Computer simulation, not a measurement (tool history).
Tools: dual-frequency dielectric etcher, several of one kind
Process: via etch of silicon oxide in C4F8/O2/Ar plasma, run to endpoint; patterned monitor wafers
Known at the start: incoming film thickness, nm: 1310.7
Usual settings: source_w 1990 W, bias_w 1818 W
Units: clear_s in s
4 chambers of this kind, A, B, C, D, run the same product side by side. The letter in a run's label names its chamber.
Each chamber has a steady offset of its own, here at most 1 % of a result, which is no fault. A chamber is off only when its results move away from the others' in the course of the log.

| run | hour | source_w | bias_w | hours since the last wet clean | hours since the last source power generator calibration | hours since the last bias power generator calibration | clear_s |
|---|---|---|---|---|---|---|---|
| 1A | 13.1 | 1990 | 1818 | 449.4 | 2648.5 | 203.6 | 268.07 |
| 2D | 23.8 | 1990 | 1818 | 122.6 | 206.4 | 2997.5 | 266.62 |
| 3C | 37.5 | 1990 | 1818 | 192.4 | 2426.5 | 1066.0 | 263.26 |
| 4B | 48.7 | 1990 | 1818 | 79.1 | 539.2 | 3299.5 | 265.72 |
| 5B | 57.7 | 1990 | 1818 | 88.1 | 548.2 | 3308.5 | 263.44 |
| 6A | 64.6 | 1990 | 1818 | 500.9 | 2700.0 | 255.1 | 264.68 |
| 7C | 74.5 | 1990 | 1818 | 229.4 | 2463.5 | 1103.0 | 264.65 |
| 8D | 89.6 | 1990 | 1818 | 188.4 | 272.2 | 3063.3 | 268.75 |
| 9D | 102.0 | 2290 | 2080 | 200.8 | 284.6 | 3075.7 | 241.26 |
| 10C | 116.8 | 2290 | 2080 | 271.7 | 2505.8 | 1145.3 | 240.82 |
| 11A | 123.7 | 2290 | 2080 | 560.0 | 2759.1 | 314.2 | 242.68 |
| 12B | 136.8 | 2290 | 2080 | 167.2 | 627.3 | 3387.6 | 240.44 |
| 13C | 150.7 | 1990 | 1818 | 305.6 | 2539.7 | 1179.2 | 263.89 |
| 14D | 159.6 | 1990 | 1818 | 258.4 | 342.2 | 3133.3 | 266.09 |
| 15A | 168.6 | 1990 | 1818 | 604.9 | 2804.0 | 359.1 | 264.90 |
| 16B | 181.7 | 1990 | 1818 | 212.1 | 672.2 | 3432.5 | 264.01 |
| 17B | 193.9 | 1990 | 1818 | 224.3 | 684.4 | 3444.7 | 263.77 |
|  | 199.1 | chamber A: wet clean of the chamber |
| 18C | 205.0 | 2390 | 1613 | 359.9 | 2594.0 | 1233.5 | 254.82 |
| 19D | 219.5 | 2390 | 1613 | 318.3 | 402.1 | 3193.2 | 257.30 |
| 20A | 234.5 | 2390 | 1613 | 35.4 | 2869.9 | 425.0 | 255.79 |
| 21B | 249.3 | 2390 | 1613 | 279.7 | 739.8 | 3500.1 | 254.85 |
| 22D | 256.3 | 1990 | 1818 | 355.1 | 438.9 | 3230.0 | 267.75 |
| 23C | 268.5 | 1990 | 1818 | 423.4 | 2657.5 | 1297.0 | 265.48 |
| 24A | 277.1 | 1730 | 2048 | 78.0 | 2912.5 | 467.6 | 272.45 |
| 25B | 288.2 | 1730 | 2048 | 318.6 | 778.7 | 3539.0 | 270.31 |
| 26D | 298.1 | 1730 | 2048 | 396.9 | 480.7 | 3271.8 | 272.37 |
| 27C | 312.9 | 1730 | 2048 | 467.8 | 2701.9 | 1341.4 | 270.06 |
| 28A | 321.2 | 1990 | 1818 | 122.1 | 2956.6 | 511.7 | 266.34 |
| 29C | 331.2 | 1990 | 1818 | 486.1 | 2720.2 | 1359.7 | 264.18 |
| 30A | 339.9 | 1990 | 1818 | 140.8 | 2975.3 | 530.4 | 266.35 |
| 31B | 348.9 | 1990 | 1818 | 379.3 | 839.4 | 3599.7 | 265.00 |
| 32D | 360.8 | 1990 | 1818 | 459.6 | 543.4 | 3334.5 | 266.60 |
| 33B | 372.4 | 1720 | 1818 | 402.8 | 862.9 | 3623.2 | 282.41 |
| 34D | 382.0 | 1720 | 1818 | 480.8 | 564.6 | 3355.7 | 282.99 |
| 35C | 390.7 | 1720 | 1818 | 545.6 | 2779.7 | 1419.2 | 281.45 |
| 36A | 401.9 | 1720 | 1818 | 202.8 | 3037.3 | 592.4 | 280.52 |
| 37A | 410.7 | 2330 | 1606 | 211.6 | 3046.1 | 601.2 | 258.11 |
| 38B | 421.7 | 2330 | 1606 | 452.1 | 912.2 | 3672.5 | 257.11 |
| 39D | 435.0 | 2330 | 1606 | 533.8 | 617.6 | 3408.7 | 258.50 |
| 40C | 442.2 | 2330 | 1606 | 597.1 | 2831.2 | 1470.7 | 257.24 |
| 41D | 457.3 | 1820 | 2253 | 556.1 | 639.9 | 3431.0 | 260.99 |
| 42C | 466.5 | 1820 | 2253 | 621.4 | 2855.5 | 1495.0 | 258.12 |

Is one chamber off against the others, does the gauge drift, or is nothing wrong? If a chamber is off, say which, and what the likeliest cause is.

No chamber stands off beyond its own small offset, and the gauge holds steady.
